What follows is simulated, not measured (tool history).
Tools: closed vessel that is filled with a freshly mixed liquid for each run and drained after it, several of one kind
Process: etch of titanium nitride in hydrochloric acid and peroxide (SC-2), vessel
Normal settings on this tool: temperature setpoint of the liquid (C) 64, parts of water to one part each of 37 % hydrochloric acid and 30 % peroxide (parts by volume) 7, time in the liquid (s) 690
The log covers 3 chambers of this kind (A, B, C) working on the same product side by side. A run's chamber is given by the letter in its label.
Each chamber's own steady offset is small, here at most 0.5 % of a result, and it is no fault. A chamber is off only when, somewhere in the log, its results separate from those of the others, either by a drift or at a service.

run	hour	temperature setpoint of the liquid (C)	parts of water to one part each of 37 % hydrochloric acid and 30 % peroxide (parts by volume)	time in the liquid (s)	read-back film thickness of the titanium nitride reference wafer, read on the same gauge (nm)	thickness taken off the titanium nitride on a monitor wafer (Å)
1B	3.2	64	7	690	150.01	517.98
2A	8.4	64	7	690	149.98	523.92
3C	12.9	64	7	690	150.02	523.78
4C	17.1	64	7	690	149.97	533.16
5B	20	64	7	690	149.98	516.72
6A	25	64	7	690	150	522.63
7B	27.8	64	7	690	150.02	520.25
8C	30.5	64	5.5	690	150.03	627.07
9A	35.2	64	5.5	690	150.02	623.29
10A	40.4	64	5.5	690	150.02	619.48
11B	44.1	64	7	690	150	525.71
12C	49.4	64	7	690	149.97	507.34
13C	52	64	7	815	150.03	595.52
14A	57.1	64	7	815	150.01	603.58
15B	60.8	64	7	815	150.02	620.77
16A	64.2	64	7	690	149.97	518.89
17B	68.5	64	7	690	150	523.84
18C	71.9	64	7	690	150.04	503.02
19C	76.8	64	7	690	150.02	497.79
20A	80.2	64	4.5	690	150	727.11

Predict what each chamber gives when all 3 of them run the settings below next.
21A	84	64	10	690		?
21B	84	64	10	690		?
21C	84	64	10	690		?

run	thickness taken off the titanium nitride on a monitor wafer (Å)
21A	393.03
21B	389.5
21C	365.47
